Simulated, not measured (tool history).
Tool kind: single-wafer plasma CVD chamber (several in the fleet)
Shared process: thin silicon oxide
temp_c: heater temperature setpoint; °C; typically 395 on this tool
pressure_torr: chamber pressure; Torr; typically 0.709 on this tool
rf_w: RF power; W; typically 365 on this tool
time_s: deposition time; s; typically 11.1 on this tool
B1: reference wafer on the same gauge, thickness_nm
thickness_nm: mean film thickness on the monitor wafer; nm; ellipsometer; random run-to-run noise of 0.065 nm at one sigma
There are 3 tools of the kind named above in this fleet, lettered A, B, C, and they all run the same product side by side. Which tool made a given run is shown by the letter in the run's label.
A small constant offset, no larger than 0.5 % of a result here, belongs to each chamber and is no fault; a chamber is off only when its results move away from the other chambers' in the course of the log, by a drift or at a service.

run 1A hour=2.8 | temp_c=395 pressure_torr=0.709 rf_w=365 time_s=11.1 | B1=21.791 | thickness_nm=19.567
run 2C hour=5.7 | temp_c=395 pressure_torr=0.709 rf_w=365 time_s=11.1 | B1=21.817 | thickness_nm=19.459
run 3B hour=9.1 | temp_c=395 pressure_torr=0.709 rf_w=365 time_s=11.1 | B1=21.811 | thickness_nm=19.614
run 4C hour=15.0 | temp_c=395 pressure_torr=0.709 rf_w=365 time_s=11.1 | B1=21.784 | thickness_nm=19.664
run 5B hour=17.8 | temp_c=395 pressure_torr=0.709 rf_w=365 time_s=11.1 | B1=21.792 | thickness_nm=19.524
run 6A hour=20.6 | temp_c=395 pressure_torr=0.709 rf_w=365 time_s=11.1 | B1=21.795 | thickness_nm=19.606
run 7B hour=26.0 | temp_c=395 pressure_torr=0.709 rf_w=365 time_s=11.1 | B1=21.791 | thickness_nm=19.581
run 8C hour=29.8 | temp_c=395 pressure_torr=0.709 rf_w=365 time_s=11.1 | B1=21.794 | thickness_nm=19.491
run 9A hour=34.1 | temp_c=395 pressure_torr=0.709 rf_w=365 time_s=11.1 | B1=21.795 | thickness_nm=19.516
run 10B hour=39.7 | temp_c=395 pressure_torr=0.709 rf_w=365 time_s=11.1 | B1=21.798 | thickness_nm=19.596
run 11A hour=43.0 | temp_c=395 pressure_torr=0.709 rf_w=365 time_s=11.1 | B1=21.816 | thickness_nm=19.564
run 12C hour=48.9 | temp_c=395 pressure_torr=0.615 rf_w=365 time_s=9.4 | B1=21.808 | thickness_nm=14.239
run 13B hour=51.8 | temp_c=395 pressure_torr=0.615 rf_w=365 time_s=9.4 | B1=21.820 | thickness_nm=14.296
run 14C hour=56.1 | temp_c=395 pressure_torr=0.615 rf_w=365 time_s=9.4 | B1=21.803 | thickness_nm=14.260
run 15A hour=61.6 | temp_c=395 pressure_torr=0.709 rf_w=365 time_s=11.1 | B1=21.803 | thickness_nm=19.541
run 16A hour=64.6 | temp_c=395 pressure_torr=0.709 rf_w=365 time_s=11.1 | B1=21.807 | thickness_nm=19.559
run 17C hour=69.1 | temp_c=395 pressure_torr=0.709 rf_w=365 time_s=11.1 | B1=21.782 | thickness_nm=19.375
run 18B hour=72.4 | temp_c=395 pressure_torr=0.709 rf_w=365 time_s=11.1 | B1=21.804 | thickness_nm=19.572
run 19C hour=75.2 | temp_c=395 pressure_torr=0.709 rf_w=365 time_s=11.1 | B1=21.812 | thickness_nm=19.574
run 20A hour=79.2 | temp_c=395 pressure_torr=0.709 rf_w=365 time_s=10.1 | B1=21.797 | thickness_nm=17.829
run 21B hour=81.8 | temp_c=395 pressure_torr=0.709 rf_w=365 time_s=10.1 | B1=21.792 | thickness_nm=17.694
run 22C hour=85.2 | temp_c=395 pressure_torr=0.709 rf_w=365 time_s=10.1 | B1=21.805 | thickness_nm=17.804
run 23A hour=88.4 | temp_c=395 pressure_torr=0.709 rf_w=365 time_s=11.1 | B1=21.808 | thickness_nm=19.533
run 24B hour=92.3 | temp_c=395 pressure_torr=0.709 rf_w=365 time_s=9.5 | B1=21.802 | thickness_nm=16.870
run 25B hour=95.6 | temp_c=395 pressure_torr=0.709 rf_w=365 time_s=9.5 | B1=21.802 | thickness_nm=16.827
run 26A hour=101.2 | temp_c=395 pressure_torr=0.709 rf_w=365 time_s=9.5 | B1=21.793 | thickness_nm=16.698
run 27C hour=106.5 | temp_c=395 pressure_torr=0.709 rf_w=365 time_s=11.1 | B1=21.785 | thickness_nm=19.707
run 28A hour=110.6 | temp_c=395 pressure_torr=0.709 rf_w=365 time_s=11.1 | B1=21.808 | thickness_nm=19.509
run 29B hour=114.5 | temp_c=395 pressure_torr=0.709 rf_w=365 time_s=11.1 | B1=21.813 | thickness_nm=19.461
run 30C hour=119.9 | temp_c=395 pressure_torr=0.709 rf_w=425 time_s=11.1 | B1=21.794 | thickness_nm=20.642
run 31C hour=125.3 | temp_c=395 pressure_torr=0.709 rf_w=425 time_s=11.1 | B1=21.797 | thickness_nm=20.621
run 32A hour=127.9 | temp_c=395 pressure_torr=0.709 rf_w=425 time_s=11.1 | B1=21.817 | thickness_nm=20.576
run 33B hour=130.8 | temp_c=395 pressure_torr=0.709 rf_w=365 time_s=11.1 | B1=21.779 | thickness_nm=19.659
run 34C hour=136.6 | temp_c=395 pressure_torr=0.709 rf_w=365 time_s=11.1 | B1=21.806 | thickness_nm=19.461
run 35B hour=140.5 | temp_c=395 pressure_torr=0.709 rf_w=365 time_s=11.1 | B1=21.799 | thickness_nm=19.626
run 36A hour=146.2 | temp_c=395 pressure_torr=0.709 rf_w=365 time_s=11.1 | B1=21.800 | thickness_nm=19.672
run 37A hour=150.0 | temp_c=395 pressure_torr=0.709 rf_w=365 time_s=11.1 | B1=21.801 | thickness_nm=19.617
run 38C hour=155.2 | temp_c=395 pressure_torr=0.709 rf_w=365 time_s=11.1 | B1=21.797 | thickness_nm=19.532

Next, all 3 chambers run the settings below, one line each with question marks for the results. What does each chamber give?
run 39A hour=159.5 | temp_c=381 pressure_torr=0.709 rf_w=365 time_s=11.1 | thickness_nm=?
run 39B hour=159.5 | temp_c=381 pressure_torr=0.709 rf_w=365 time_s=11.1 | thickness_nm=?
run 39C hour=159.5 | temp_c=381 pressure_torr=0.709 rf_w=365 time_s=11.1 | thickness_nm=?

run=39A thickness_nm=19.692
run=39B thickness_nm=19.789
run=39C thickness_nm=19.692
